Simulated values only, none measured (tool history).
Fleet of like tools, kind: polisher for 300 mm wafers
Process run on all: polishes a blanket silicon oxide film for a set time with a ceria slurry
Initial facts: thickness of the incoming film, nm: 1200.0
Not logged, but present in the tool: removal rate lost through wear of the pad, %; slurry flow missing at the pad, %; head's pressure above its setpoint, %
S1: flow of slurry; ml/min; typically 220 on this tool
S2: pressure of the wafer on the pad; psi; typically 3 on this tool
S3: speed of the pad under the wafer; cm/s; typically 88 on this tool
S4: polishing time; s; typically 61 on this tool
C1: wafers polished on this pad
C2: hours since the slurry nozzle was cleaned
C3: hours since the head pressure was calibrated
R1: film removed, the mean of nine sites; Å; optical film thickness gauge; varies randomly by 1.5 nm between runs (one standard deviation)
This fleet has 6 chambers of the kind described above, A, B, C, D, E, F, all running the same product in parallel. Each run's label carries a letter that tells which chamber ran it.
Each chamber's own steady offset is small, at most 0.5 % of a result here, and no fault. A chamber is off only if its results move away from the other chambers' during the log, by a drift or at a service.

{"hour": 1.7, "done": "chamber E: slurry nozzle cleaned"}
{"run": "1B", "hour": 9.5, "S1": 220, "S2": 3, "S3": 88, "S4": 61, "C1": 328, "C2": 30.5, "C3": 1000.2, "R1": 2117.5}
{"run": "2F", "hour": 18.2, "S1": 220, "S2": 3, "S3": 88, "S4": 61, "C1": 223, "C2": 455.2, "C3": 905.7, "R1": 2128.7}
{"hour": 20.4, "done": "chamber D: worn pad replaced by a new one"}
{"hour": 25.6, "done": "chamber A: worn pad replaced by a new one"}
{"run": "3C", "hour": 28.8, "S1": 220, "S2": 3, "S3": 88, "S4": 61, "C1": 621, "C2": 84.2, "C3": 1310.8, "R1": 2090.6}
{"run": "4E", "hour": 36.6, "S1": 220, "S2": 3, "S3": 88, "S4": 61, "C1": 1417, "C2": 35, "C3": 1079.1, "R1": 2088.2}
{"run": "5D", "hour": 45.4, "S1": 220, "S2": 3, "S3": 88, "S4": 61, "C1": 224, "C2": 358.3, "C3": 196.1, "R1": 2121.2}
{"hour": 51.4, "done": "chamber E: head pressure recalibrated"}
{"run": "6A", "hour": 53.8, "S1": 220, "S2": 3, "S3": 88, "S4": 61, "C1": 253, "C2": 95.3, "C3": 589.7, "R1": 2121.9}
{"hour": 58.4, "done": "chamber B: worn pad replaced by a new one"}
{"hour": 58.8, "done": "chamber E: worn pad replaced by a new one"}
{"run": "7B", "hour": 61.3, "S1": 220, "S2": 3, "S3": 70, "S4": 61, "C1": 26, "C2": 82.3, "C3": 1052, "R1": 1710.9}
{"run": "8F", "hour": 72.0, "S1": 220, "S2": 3, "S3": 70, "S4": 61, "C1": 706, "C2": 509, "C3": 959.5, "R1": 1711}
{"run": "9E", "hour": 80.5, "S1": 220, "S2": 3, "S3": 70, "S4": 61, "C1": 195, "C2": 78.9, "C3": 29.1, "R1": 1680.2}
{"run": "10D", "hour": 86.4, "S1": 220, "S2": 3, "S3": 70, "S4": 61, "C1": 592, "C2": 399.3, "C3": 237.1, "R1": 1683.6}
{"run": "11C", "hour": 94.0, "S1": 220, "S2": 3, "S3": 70, "S4": 61, "C1": 1206, "C2": 149.4, "C3": 1376, "R1": 1697}
{"hour": 101.3, "done": "chamber C: worn pad replaced by a new one"}
{"run": "12A", "hour": 103.3, "S1": 220, "S2": 3, "S3": 70, "S4": 61, "C1": 697, "C2": 144.8, "C3": 639.2, "R1": 1716.5}
{"hour": 109.5, "done": "chamber D: worn pad replaced by a new one"}
{"run": "13F", "hour": 113.9, "S1": 220, "S2": 3, "S3": 88, "S4": 61, "C1": 1082, "C2": 550.9, "C3": 1001.4, "R1": 2106.6}
{"run": "14D", "hour": 122.1, "S1": 220, "S2": 3, "S3": 88, "S4": 61, "C1": 113, "C2": 435, "C3": 272.8, "R1": 2124.9}
{"hour": 128.7, "done": "chamber D: slurry nozzle cleaned"}
{"run": "15C", "hour": 129.0, "S1": 220, "S2": 3, "S3": 88, "S4": 61, "C1": 249, "C2": 184.4, "C3": 1411, "R1": 2103.6}
{"hour": 133.6, "done": "chamber C: head pressure recalibrated"}
{"run": "16A", "hour": 136.8, "S1": 220, "S2": 3, "S3": 88, "S4": 61, "C1": 998, "C2": 178.3, "C3": 672.7, "R1": 2158}
{"run": "17E", "hour": 146.3, "S1": 220, "S2": 3, "S3": 88, "S4": 61, "C1": 785, "C2": 144.7, "C3": 94.9, "R1": 2100.8}
{"hour": 151.9, "done": "chamber B: worn pad replaced by a new one"}
{"run": "18B", "hour": 153.3, "S1": 220, "S2": 3, "S3": 88, "S4": 61, "C1": 12, "C2": 174.3, "C3": 1144, "R1": 2111.9}
{"hour": 157.8, "done": "chamber F: worn pad replaced by a new one"}
{"run": "19A", "hour": 161.8, "S1": 220, "S2": 3, "S3": 88, "S4": 61, "C1": 1222, "C2": 203.3, "C3": 697.7, "R1": 2116.1}
{"run": "20D", "hour": 167.4, "S1": 220, "S2": 3, "S3": 88, "S4": 61, "C1": 520, "C2": 38.7, "C3": 318.1, "R1": 2107.6}
{"run": "21C", "hour": 178.0, "S1": 220, "S2": 3, "S3": 88, "S4": 61, "C1": 688, "C2": 233.4, "C3": 44.5, "R1": 2123.2}
{"hour": 181.5, "done": "chamber A: worn pad replaced by a new one"}
{"run": "22B", "hour": 186.8, "S1": 220, "S2": 3, "S3": 88, "S4": 61, "C1": 313, "C2": 207.8, "C3": 1177.5, "R1": 2134.8}
{"run": "23F", "hour": 195.8, "S1": 220, "S2": 3, "S3": 88, "S4": 61, "C1": 340, "C2": 632.8, "C3": 1083.3, "R1": 2126.4}
{"run": "24E", "hour": 206.3, "S1": 220, "S2": 3, "S3": 88, "S4": 61, "C1": 1323, "C2": 204.7, "C3": 154.9, "R1": 2115.2}
{"run": "25C", "hour": 213.2, "S1": 220, "S2": 3, "S3": 88, "S4": 61, "C1": 1004, "C2": 268.6, "C3": 79.7, "R1": 2115.3}
{"hour": 213.4, "done": "chamber E: worn pad replaced by a new one"}
{"hour": 214.9, "done": "chamber D: worn pad replaced by a new one"}
{"run": "26F", "hour": 221.5, "S1": 220, "S2": 3, "S3": 88, "S4": 61, "C1": 571, "C2": 658.5, "C3": 1109, "R1": 2121.5}
{"run": "27D", "hour": 226.8, "S1": 190, "S2": 3.7, "S3": 88, "S4": 61, "C1": 107, "C2": 98.1, "C3": 377.5, "R1": 2575.8}
{"run": "28E", "hour": 238.4, "S1": 190, "S2": 3.7, "S3": 88, "S4": 61, "C1": 224, "C2": 236.8, "C3": 187, "R1": 2579.1}
{"run": "29A", "hour": 248.5, "S1": 190, "S2": 3.7, "S3": 88, "S4": 61, "C1": 601, "C2": 290, "C3": 784.4, "R1": 2714.7}
{"run": "30B", "hour": 256.8, "S1": 190, "S2": 3.7, "S3": 88, "S4": 61, "C1": 941, "C2": 277.8, "C3": 1247.5, "R1": 2589.5}
{"hour": 259.3, "done": "chamber B: worn pad replaced by a new one"}
{"run": "31D", "hour": 263.8, "S1": 190, "S2": 3.7, "S3": 88, "S4": 61, "C1": 439, "C2": 135.1, "C3": 414.5, "R1": 2576.8}
{"run": "32B", "hour": 273.3, "S1": 190, "S2": 3.7, "S3": 88, "S4": 61, "C1": 125, "C2": 294.3, "C3": 1264, "R1": 2607.3}
{"hour": 281.4, "done": "chamber C: worn pad replaced by a new one"}
{"run": "33F", "hour": 282.5, "S1": 220, "S2": 3, "S3": 88, "S4": 61, "C1": 1118, "C2": 719.5, "C3": 1170, "R1": 2142.4}
{"run": "34C", "hour": 291.1, "S1": 220, "S2": 3, "S3": 88, "S4": 61, "C1": 87, "C2": 346.5, "C3": 157.6, "R1": 2129.5}
{"hour": 301.4, "done": "chamber D: worn pad replaced by a new one"}
{"run": "35A", "hour": 302.4, "S1": 185, "S2": 3, "S3": 88, "S4": 61, "C1": 1085, "C2": 343.9, "C3": 838.3, "R1": 2206.6}
{"run": "36E", "hour": 311.3, "S1": 185, "S2": 3, "S3": 88, "S4": 61, "C1": 878, "C2": 309.7, "C3": 259.9, "R1": 2093.1}
{"run": "37D", "hour": 322.8, "S1": 185, "S2": 3, "S3": 88, "S4": 61, "C1": 192, "C2": 194.1, "C3": 473.5, "R1": 2076.4}
{"run": "38E", "hour": 334.0, "S1": 185, "S2": 3, "S3": 88, "S4": 61, "C1": 1082, "C2": 332.4, "C3": 282.6, "R1": 2061.1}

Next, all 6 chambers run the settings below, one line each with question marks for the results. What does each chamber give?
{"run": "39A", "hour": 342.4, "S1": 220, "S2": 3, "S3": 88, "S4": 61, "R1": "?"}
{"run": "39B", "hour": 342.4, "S1": 220, "S2": 3, "S3": 88, "S4": 61, "R1": "?"}
{"run": "39C", "hour": 342.4, "S1": 220, "S2": 3, "S3": 88, "S4": 61, "R1": "?"}
{"run": "39D", "hour": 342.4, "S1": 220, "S2": 3, "S3": 88, "S4": 61, "R1": "?"}
{"run": "39E", "hour": 342.4, "S1": 220, "S2": 3, "S3": 88, "S4": 61, "R1": "?"}
{"run": "39F", "hour": 342.4, "S1": 220, "S2": 3, "S3": 88, "S4": 61, "R1": "?"}

run=39A R1=2304.6
run=39B R1=2124.2
run=39C R1=2111.4
run=39D R1=2115.7
run=39E R1=2108.3
run=39F R1=2132.3

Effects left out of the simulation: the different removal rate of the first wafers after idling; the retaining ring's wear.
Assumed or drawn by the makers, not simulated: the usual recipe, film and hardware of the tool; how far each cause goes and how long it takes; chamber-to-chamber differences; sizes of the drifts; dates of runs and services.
